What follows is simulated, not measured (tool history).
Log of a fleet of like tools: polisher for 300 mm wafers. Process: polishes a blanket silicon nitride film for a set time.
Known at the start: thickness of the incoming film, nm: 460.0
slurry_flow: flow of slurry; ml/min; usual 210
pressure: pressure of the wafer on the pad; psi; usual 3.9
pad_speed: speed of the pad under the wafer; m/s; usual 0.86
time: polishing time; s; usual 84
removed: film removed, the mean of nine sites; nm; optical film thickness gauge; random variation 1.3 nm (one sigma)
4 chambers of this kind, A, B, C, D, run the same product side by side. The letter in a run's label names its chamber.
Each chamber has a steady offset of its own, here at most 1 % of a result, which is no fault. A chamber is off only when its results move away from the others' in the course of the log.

{"run": "1A", "hour": 9.3, "slurry_flow": 210, "pressure": 3.9, "pad_speed": 0.86, "time": 84, "removed": 115.54}
{"run": "2B", "hour": 21.1, "slurry_flow": 210, "pressure": 3.9, "pad_speed": 0.86, "time": 84, "removed": 114.38}
{"run": "3C", "hour": 27.5, "slurry_flow": 210, "pressure": 3.9, "pad_speed": 0.86, "time": 84, "removed": 118.04}
{"run": "4D", "hour": 33.9, "slurry_flow": 210, "pressure": 3.9, "pad_speed": 0.86, "time": 84, "removed": 116.47}
{"run": "5D", "hour": 43.0, "slurry_flow": 210, "pressure": 3.9, "pad_speed": 0.86, "time": 84, "removed": 115.22}
{"run": "6A", "hour": 55.1, "slurry_flow": 210, "pressure": 3.9, "pad_speed": 0.62, "time": 65, "removed": 67.852}
{"run": "7C", "hour": 67.0, "slurry_flow": 210, "pressure": 3.9, "pad_speed": 0.62, "time": 65, "removed": 69.604}
{"hour": 71.9, "done": "chamber B: worn pad replaced by a new one"}
{"run": "8B", "hour": 77.2, "slurry_flow": 210, "pressure": 3.9, "pad_speed": 0.62, "time": 65, "removed": 69.241}
{"run": "9D", "hour": 88.0, "slurry_flow": 210, "pressure": 3.9, "pad_speed": 0.62, "time": 65, "removed": 67.016}
{"hour": 88.7, "done": "chamber C: worn pad replaced by a new one"}
{"run": "10C", "hour": 100.0, "slurry_flow": 210, "pressure": 3.9, "pad_speed": 0.86, "time": 84, "removed": 115.41}
{"run": "11B", "hour": 105.7, "slurry_flow": 210, "pressure": 3.9, "pad_speed": 0.86, "time": 84, "removed": 114.74}
{"run": "12A", "hour": 113.7, "slurry_flow": 210, "pressure": 3.9, "pad_speed": 0.86, "time": 84, "removed": 114.49}
{"run": "13A", "hour": 123.6, "slurry_flow": 210, "pressure": 2.9, "pad_speed": 0.86, "time": 74, "removed": 75.873}
{"run": "14B", "hour": 136.0, "slurry_flow": 210, "pressure": 2.9, "pad_speed": 0.86, "time": 74, "removed": 75.115}
{"run": "15C", "hour": 141.6, "slurry_flow": 210, "pressure": 2.9, "pad_speed": 0.86, "time": 74, "removed": 75.021}
{"hour": 146.8, "done": "chamber A: worn pad replaced by a new one"}
{"hour": 151.9, "done": "chamber D: worn pad replaced by a new one"}
{"run": "16D", "hour": 153.1, "slurry_flow": 210, "pressure": 2.9, "pad_speed": 0.86, "time": 74, "removed": 73.01}
{"run": "17A", "hour": 164.9, "slurry_flow": 210, "pressure": 3.9, "pad_speed": 0.86, "time": 84, "removed": 115.81}
{"run": "18D", "hour": 171.7, "slurry_flow": 260, "pressure": 2.8, "pad_speed": 0.86, "time": 84, "removed": 84.411}
{"hour": 172.4, "done": "chamber D: slurry nozzle cleaned"}
{"run": "19B", "hour": 183.3, "slurry_flow": 260, "pressure": 2.8, "pad_speed": 0.86, "time": 84, "removed": 84.767}
{"run": "20C", "hour": 189.0, "slurry_flow": 260, "pressure": 2.8, "pad_speed": 0.86, "time": 84, "removed": 84.542}
{"hour": 191.3, "done": "chamber B: worn pad replaced by a new one"}
{"hour": 197.9, "done": "chamber C: slurry nozzle cleaned"}
{"run": "21C", "hour": 201.8, "slurry_flow": 260, "pressure": 2.8, "pad_speed": 0.86, "time": 84, "removed": 85.716}
{"run": "22D", "hour": 210.7, "slurry_flow": 210, "pressure": 3.9, "pad_speed": 0.86, "time": 84, "removed": 115.21}
{"run": "23A", "hour": 223.2, "slurry_flow": 210, "pressure": 3.9, "pad_speed": 0.86, "time": 84, "removed": 114.14}
{"run": "24B", "hour": 233.6, "slurry_flow": 150, "pressure": 2.9, "pad_speed": 0.86, "time": 84, "removed": 81.973}
{"hour": 239.7, "done": "chamber C: head pressure recalibrated"}
{"run": "25C", "hour": 240.4, "slurry_flow": 150, "pressure": 2.9, "pad_speed": 0.86, "time": 84, "removed": 75.576}
{"run": "26B", "hour": 246.8, "slurry_flow": 150, "pressure": 2.9, "pad_speed": 0.86, "time": 84, "removed": 82.336}
{"run": "27D", "hour": 254.6, "slurry_flow": 150, "pressure": 2.9, "pad_speed": 0.86, "time": 84, "removed": 80.88}
{"hour": 260.2, "done": "chamber C: worn pad replaced by a new one"}
{"run": "28A", "hour": 261.0, "slurry_flow": 210, "pressure": 3.9, "pad_speed": 0.86, "time": 84, "removed": 115.37}
{"hour": 264.8, "done": "chamber B: slurry nozzle cleaned"}
{"run": "29A", "hour": 268.9, "slurry_flow": 210, "pressure": 3.9, "pad_speed": 0.86, "time": 65, "removed": 89.746}
{"run": "30D", "hour": 281.5, "slurry_flow": 210, "pressure": 3.9, "pad_speed": 0.86, "time": 65, "removed": 88.576}
{"run": "31C", "hour": 291.8, "slurry_flow": 210, "pressure": 3.9, "pad_speed": 0.86, "time": 65, "removed": 82.966}
{"hour": 302.5, "done": "chamber B: worn pad replaced by a new one"}
{"run": "32B", "hour": 303.8, "slurry_flow": 210, "pressure": 3.9, "pad_speed": 0.86, "time": 65, "removed": 88.749}
{"run": "33C", "hour": 312.0, "slurry_flow": 210, "pressure": 3.9, "pad_speed": 0.86, "time": 84, "removed": 108.54}
{"hour": 314.9, "done": "chamber A: slurry nozzle cleaned"}
{"hour": 317.7, "done": "chamber A: worn pad replaced by a new one"}
{"run": "34D", "hour": 317.9, "slurry_flow": 210, "pressure": 3.9, "pad_speed": 0.86, "time": 84, "removed": 113.7}
{"hour": 318.8, "done": "chamber B: head pressure recalibrated"}
{"hour": 321.4, "done": "chamber D: worn pad replaced by a new one"}
{"run": "35A", "hour": 329.4, "slurry_flow": 210, "pressure": 3.9, "pad_speed": 0.86, "time": 84, "removed": 114.97}
{"run": "36B", "hour": 341.1, "slurry_flow": 210, "pressure": 3.9, "pad_speed": 0.86, "time": 104, "removed": 141.05}
{"run": "37D", "hour": 348.1, "slurry_flow": 210, "pressure": 3.9, "pad_speed": 0.86, "time": 104, "removed": 141.59}
{"run": "38B", "hour": 353.9, "slurry_flow": 210, "pressure": 3.9, "pad_speed": 0.86, "time": 104, "removed": 138.33}
{"run": "39C", "hour": 362.1, "slurry_flow": 210, "pressure": 3.9, "pad_speed": 0.86, "time": 104, "removed": 133.91}
{"run": "40A", "hour": 373.5, "slurry_flow": 210, "pressure": 3.9, "pad_speed": 0.86, "time": 84, "removed": 115.78}
{"run": "41B", "hour": 381.5, "slurry_flow": 210, "pressure": 3.9, "pad_speed": 0.86, "time": 84, "removed": 115.8}

What goes on in this fleet: one chamber off, a drifting gauge, or nothing beyond the chambers' own small offsets? Name the chamber and the cause, if any.

A service left chamber C off against the others.
Cause: head's pressure below its setpoint, % = 6.84.

Here are 4 candidates for chamber C's next run, each the usual settings with a change, their results left as question marks. Which one brings its results back in line with what the others give on the usual settings?
In line means no further than this from the other chambers' mean on the usual settings: removed 4.6 nm
{"run": "42C-1", "hour": 390.8, "slurry_flow": 210, "pressure": 4, "pad_speed": 0.88, "time": 86, "removed": "?"}
{"run": "42C-2", "hour": 390.8, "slurry_flow": 215, "pressure": 3.9, "pad_speed": 0.92, "time": 91, "removed": "?"}
{"run": "42C-3", "hour": 390.8, "slurry_flow": 210, "pressure": 3.6, "pad_speed": 0.86, "time": 78, "removed": "?"}
{"run": "42C-4", "hour": 390.8, "slurry_flow": 210, "pressure": 3.8, "pad_speed": 0.84, "time": 82, "removed": "?"}

The other chambers' mean on the usual settings: removed 115.05 nm
run=42C-1 removed=115.46
run=42C-2 removed=123.73
run=42C-3 removed=92.488
run=42C-4 removed=100.79
42C-1 brings the chamber back in line.
